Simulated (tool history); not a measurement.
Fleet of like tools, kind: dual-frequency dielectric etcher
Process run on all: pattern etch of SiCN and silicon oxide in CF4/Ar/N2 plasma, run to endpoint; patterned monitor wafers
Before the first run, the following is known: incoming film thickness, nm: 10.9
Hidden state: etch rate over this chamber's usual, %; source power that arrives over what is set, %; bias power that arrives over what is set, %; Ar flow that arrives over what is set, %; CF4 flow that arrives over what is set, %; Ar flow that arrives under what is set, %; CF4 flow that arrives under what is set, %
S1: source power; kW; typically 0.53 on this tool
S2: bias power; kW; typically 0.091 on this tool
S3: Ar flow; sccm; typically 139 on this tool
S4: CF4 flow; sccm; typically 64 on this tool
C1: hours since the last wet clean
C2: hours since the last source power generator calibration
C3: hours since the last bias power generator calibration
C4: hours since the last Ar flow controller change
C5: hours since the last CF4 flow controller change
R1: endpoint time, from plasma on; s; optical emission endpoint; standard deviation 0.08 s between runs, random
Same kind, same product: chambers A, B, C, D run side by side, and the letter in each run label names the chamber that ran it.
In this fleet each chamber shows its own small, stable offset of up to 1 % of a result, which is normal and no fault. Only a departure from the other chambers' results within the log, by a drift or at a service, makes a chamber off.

run 1B hour=16.4 | S1=0.53 S2=0.091 S3=139 S4=64 | C1=462.7 C2=113 C3=1213 C4=539.4 C5=3176.2 | R1=10.781
run 2D hour=25.5 | S1=0.53 S2=0.091 S3=139 S4=64 | C1=80.7 C2=1840.6 C3=1080.2 C4=2743.6 C5=1636.9 | R1=11.038
run 3A hour=37.8 | S1=0.53 S2=0.091 S3=139 S4=64 | C1=508.2 C2=2231.8 C3=1198.1 C4=2520.8 C5=2594.2 | R1=10.507
run 4C hour=47.4 | S1=0.53 S2=0.091 S3=139 S4=64 | C1=445.6 C2=2159.7 C3=176.4 C4=828.5 C5=1963.6 | R1=10.815
run 5B hour=57.3 | S1=0.58 S2=0.091 S3=129 S4=64 | C1=503.6 C2=153.9 C3=1253.9 C4=580.3 C5=3217.1 | R1=9.8824
run 6C hour=71 | S1=0.58 S2=0.091 S3=129 S4=64 | C1=469.2 C2=2183.3 C3=200 C4=852.1 C5=1987.2 | R1=9.9912
run 7A hour=87 | S1=0.58 S2=0.091 S3=129 S4=64 | C1=557.4 C2=2281 C3=1247.3 C4=2570 C5=2643.4 | R1=9.7201
-- hour=96.2 chamber A: wet clean of the chamber
run 8D hour=101.2 | S1=0.58 S2=0.091 S3=129 S4=64 | C1=156.4 C2=1916.3 C3=1155.9 C4=2819.3 C5=1712.6 | R1=10.031
run 9C hour=111.4 | S1=0.53 S2=0.112 S3=106 S4=64 | C1=509.6 C2=2223.7 C3=240.4 C4=892.5 C5=2027.6 | R1=9.5641
run 10A hour=122.3 | S1=0.53 S2=0.112 S3=106 S4=64 | C1=26.1 C2=2316.3 C3=1282.6 C4=2605.3 C5=2678.7 | R1=9.6011
run 11B hour=132.9 | S1=0.53 S2=0.112 S3=106 S4=64 | C1=579.2 C2=229.5 C3=1329.5 C4=655.9 C5=3292.7 | R1=9.4342
-- hour=141.5 chamber C: wet clean of the chamber
run 12D hour=141.9 | S1=0.53 S2=0.112 S3=106 S4=64 | C1=197.1 C2=1957 C3=1196.6 C4=2860 C5=1753.3 | R1=9.613
run 13B hour=158.1 | S1=0.53 S2=0.091 S3=139 S4=64 | C1=604.4 C2=254.7 C3=1354.7 C4=681.1 C5=3317.9 | R1=10.572
run 14D hour=173.7 | S1=0.53 S2=0.091 S3=139 S4=64 | C1=228.9 C2=1988.8 C3=1228.4 C4=2891.8 C5=1785.1 | R1=10.81
run 15C hour=189.8 | S1=0.53 S2=0.091 S3=139 S4=64 | C1=48.4 C2=2302.1 C3=318.8 C4=970.9 C5=2106 | R1=10.7
run 16A hour=203.3 | S1=0.53 S2=0.091 S3=139 S4=64 | C1=107.1 C2=2397.3 C3=1363.6 C4=2686.3 C5=2759.7 | R1=10.692
-- hour=209.1 chamber B: CF4 flow controller replaced
run 17D hour=211.8 | S1=0.53 S2=0.091 S3=139 S4=64 | C1=267 C2=2026.9 C3=1266.5 C4=2929.9 C5=1823.2 | R1=10.818
run 18C hour=219.5 | S1=0.53 S2=0.091 S3=139 S4=64 | C1=78.1 C2=2331.8 C3=348.5 C4=1000.6 C5=2135.7 | R1=10.787
run 19A hour=232.5 | S1=0.53 S2=0.091 S3=139 S4=64 | C1=136.3 C2=2426.5 C3=1392.8 C4=2715.5 C5=2788.9 | R1=10.74
run 20B hour=248.5 | S1=0.53 S2=0.084 S3=139 S4=64 | C1=694.8 C2=345.1 C3=1445.1 C4=771.5 C5=39.5 | R1=10.697
run 21B hour=260.5 | S1=0.53 S2=0.084 S3=139 S4=64 | C1=706.8 C2=357.1 C3=1457.1 C4=783.5 C5=51.5 | R1=10.679
run 22A hour=275.6 | S1=0.53 S2=0.084 S3=139 S4=64 | C1=179.4 C2=2469.6 C3=1435.9 C4=2758.6 C5=2832 | R1=10.972
run 23D hour=285.5 | S1=0.53 S2=0.084 S3=139 S4=64 | C1=340.7 C2=2100.6 C3=1340.2 C4=3003.6 C5=1896.9 | R1=11.147
run 24C hour=299.6 | S1=0.53 S2=0.091 S3=139 S4=64 | C1=158.2 C2=2411.9 C3=428.6 C4=1080.7 C5=2215.8 | R1=10.877
run 25D hour=309.9 | S1=0.53 S2=0.091 S3=139 S4=64 | C1=365.1 C2=2125 C3=1364.6 C4=3028 C5=1921.3 | R1=10.823
run 26A hour=319.7 | S1=0.53 S2=0.091 S3=139 S4=64 | C1=223.5 C2=2513.7 C3=1480 C4=2802.7 C5=2876.1 | R1=10.764
run 27B hour=332.8 | S1=0.53 S2=0.071 S3=139 S4=58 | C1=779.1 C2=429.4 C3=1529.4 C4=855.8 C5=123.8 | R1=11.576
run 28C hour=342.8 | S1=0.53 S2=0.071 S3=139 S4=58 | C1=201.4 C2=2455.1 C3=471.8 C4=1123.9 C5=2259 | R1=11.807
run 29D hour=355.4 | S1=0.53 S2=0.071 S3=139 S4=58 | C1=410.6 C2=2170.5 C3=1410.1 C4=3073.5 C5=1966.8 | R1=12.025
run 30B hour=371 | S1=0.53 S2=0.071 S3=139 S4=58 | C1=817.3 C2=467.6 C3=1567.6 C4=894 C5=162 | R1=11.274
run 31C hour=378.6 | S1=0.53 S2=0.091 S3=139 S4=64 | C1=237.2 C2=2490.9 C3=507.6 C4=1159.7 C5=2294.8 | R1=10.842

What goes on in this fleet: one chamber off, a drifting gauge, or nothing beyond the chambers' own small offsets? Name the chamber and the cause, if any.

One chamber, B, drifts off from the rest bit by bit.
Likeliest cause: etch rate over this chamber's usual, % = 5.05.
From this log alone, it may not be told apart from: source power that arrives over what is set, %.

Here are 4 candidates for chamber B's next run, each the usual settings with a change, their results left as question marks. Which one brings its results back in line with what the others give on the usual settings?
In line means no further than this from the other chambers' mean on the usual settings: R1 0.28 s
run 32B-1 hour=390.5 | S1=0.47 S2=0.091 S3=142 S4=63 | R1=?
run 32B-2 hour=390.5 | S1=0.56 S2=0.091 S3=137 S4=64 | R1=?
run 32B-3 hour=390.5 | S1=0.53 S2=0.116 S3=139 S4=64 | R1=?
run 32B-4 hour=390.5 | S1=0.5 S2=0.089 S3=139 S4=63 | R1=?

The mean the other chambers reach with the usual settings: R1 10.761 s
run=32B-1 R1=11.393
run=32B-2 R1=9.7057
run=32B-3 R1=9.3097
run=32B-4 R1=10.851
The right change is 32B-4: it brings the chamber back within the allowed miss of the others.
